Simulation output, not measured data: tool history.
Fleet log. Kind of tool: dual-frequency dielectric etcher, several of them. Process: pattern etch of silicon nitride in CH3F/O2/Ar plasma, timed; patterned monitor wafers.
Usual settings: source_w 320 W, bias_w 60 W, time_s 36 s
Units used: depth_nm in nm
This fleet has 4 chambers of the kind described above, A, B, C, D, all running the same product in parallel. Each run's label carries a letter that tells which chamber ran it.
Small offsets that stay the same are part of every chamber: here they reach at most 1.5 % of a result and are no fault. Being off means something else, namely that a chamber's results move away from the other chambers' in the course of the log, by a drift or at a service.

| run | hour | source_w | bias_w | time_s | hours since the last wet clean | hours since the last source power generator calibration | hours since the last bias power generator calibration | read-back reference wafer on the same gauge, depth_nm | depth_nm |
|---|---|---|---|---|---|---|---|---|---|
| 1D | 13.1 | 320 | 60 | 36 | 29.6 | 1276.5 | 1638.8 | 17.708 | 21.750 |
| 2B | 24.2 | 320 | 60 | 36 | 61.4 | 442.1 | 1030.6 | 17.690 | 21.650 |
| 3A | 36.9 | 320 | 60 | 36 | 253.3 | 1716.5 | 793.2 | 17.688 | 21.952 |
| 4C | 46.5 | 320 | 60 | 36 | 382.6 | 337.3 | 1908.0 | 17.709 | 21.852 |
| 5C | 60.7 | 320 | 60 | 36 | 396.8 | 351.5 | 1922.2 | 17.688 | 21.936 |
| 6D | 73.3 | 320 | 60 | 44 | 89.8 | 1336.7 | 1699.0 | 17.693 | 26.523 |
| 7A | 84.5 | 320 | 60 | 44 | 300.9 | 1764.1 | 840.8 | 17.687 | 27.017 |
| 8B | 99.7 | 320 | 60 | 44 | 136.9 | 517.6 | 1106.1 | 17.704 | 26.539 |
| 9C | 115.3 | 320 | 60 | 44 | 451.4 | 406.1 | 1976.8 | 17.698 | 26.967 |
| 10B | 131.8 | 320 | 60 | 36 | 169.0 | 549.7 | 1138.2 | 17.720 | 21.625 |
| 11A | 141.6 | 320 | 60 | 36 | 358.0 | 1821.2 | 897.9 | 17.679 | 22.041 |
|  | 152.0 | chamber C: wet clean of the chamber |
| 12D | 155.4 | 320 | 60 | 36 | 171.9 | 1418.8 | 1781.1 | 17.699 | 21.687 |
| 13D | 165.5 | 320 | 60 | 36 | 182.0 | 1428.9 | 1791.2 | 17.694 | 21.567 |
| 14C | 175.5 | 320 | 60 | 36 | 23.5 | 466.3 | 2037.0 | 17.693 | 21.960 |
| 15A | 188.4 | 320 | 60 | 36 | 404.8 | 1868.0 | 944.7 | 17.684 | 22.106 |
| 16B | 199.8 | 320 | 60 | 36 | 237.0 | 617.7 | 1206.2 | 17.711 | 21.556 |
|  | 204.0 | chamber D: bias power generator calibrated |
| 17D | 214.4 | 320 | 60 | 36 | 230.9 | 1477.8 | 10.4 | 17.690 | 21.677 |
| 18A | 221.8 | 320 | 60 | 36 | 438.2 | 1901.4 | 978.1 | 17.695 | 22.087 |
| 19C | 230.0 | 240 | 60 | 36 | 78.0 | 520.8 | 2091.5 | 17.690 | 19.749 |
| 20B | 239.3 | 240 | 60 | 36 | 276.5 | 657.2 | 1245.7 | 17.697 | 19.366 |
|  | 247.2 | chamber A: wet clean of the chamber |
| 21C | 251.9 | 240 | 60 | 36 | 99.9 | 542.7 | 2113.4 | 17.699 | 19.737 |
| 22D | 266.5 | 240 | 60 | 36 | 283.0 | 1529.9 | 62.5 | 17.710 | 19.527 |
| 23A | 273.9 | 320 | 60 | 36 | 26.7 | 1953.5 | 1030.2 | 17.691 | 21.083 |
| 24B | 288.4 | 320 | 60 | 36 | 325.6 | 706.3 | 1294.8 | 17.687 | 21.737 |
| 25A | 298.4 | 320 | 60 | 36 | 51.2 | 1978.0 | 1054.7 | 17.716 | 21.082 |
| 26C | 306.7 | 320 | 60 | 36 | 154.7 | 597.5 | 2168.2 | 17.715 | 22.019 |
| 27B | 318.0 | 320 | 60 | 32 | 355.2 | 735.9 | 1324.4 | 17.702 | 19.279 |
| 28D | 330.7 | 320 | 60 | 32 | 347.2 | 1594.1 | 126.7 | 17.695 | 19.381 |
| 29C | 343.2 | 320 | 60 | 32 | 191.2 | 634.0 | 2204.7 | 17.699 | 19.610 |
| 30A | 353.5 | 320 | 60 | 32 | 106.3 | 2033.1 | 1109.8 | 17.719 | 18.746 |
| 31D | 363.5 | 320 | 60 | 36 | 380.0 | 1626.9 | 159.5 | 17.705 | 21.670 |
| 32B | 378.1 | 320 | 60 | 36 | 415.3 | 796.0 | 1384.5 | 17.714 | 21.700 |
| 33D | 391.0 | 320 | 60 | 36 | 407.5 | 1654.4 | 187.0 | 17.724 | 21.819 |
| 34A | 407.8 | 320 | 60 | 36 | 160.6 | 2087.4 | 1164.1 | 17.699 | 21.209 |
|  | 417.9 | chamber B: wet clean of the chamber |
| 35B | 421.6 | 370 | 60 | 42 | 3.8 | 839.5 | 1428.0 | 17.696 | 26.812 |
| 36C | 431.6 | 370 | 60 | 42 | 279.6 | 722.4 | 2293.1 | 17.681 | 27.176 |
| 37A | 442.3 | 370 | 60 | 42 | 195.1 | 2121.9 | 1198.6 | 17.696 | 26.127 |
| 38B | 452.8 | 370 | 60 | 42 | 35.0 | 870.7 | 1459.2 | 17.708 | 27.011 |

The same settings go to every chamber for the next run, one line per chamber below. Forecast the results for each:
| 39A | 464.8 | 350 | 60 | 36 |  |  |  |  | ? |
| 39B | 464.8 | 350 | 60 | 36 |  |  |  |  | ? |
| 39C | 464.8 | 350 | 60 | 36 |  |  |  |  | ? |
| 39D | 464.8 | 350 | 60 | 36 |  |  |  |  | ? |

| run | depth_nm |
|---|---|
| 39A | 21.725 |
| 39B | 22.376 |
| 39C | 22.711 |
| 39D | 22.380 |
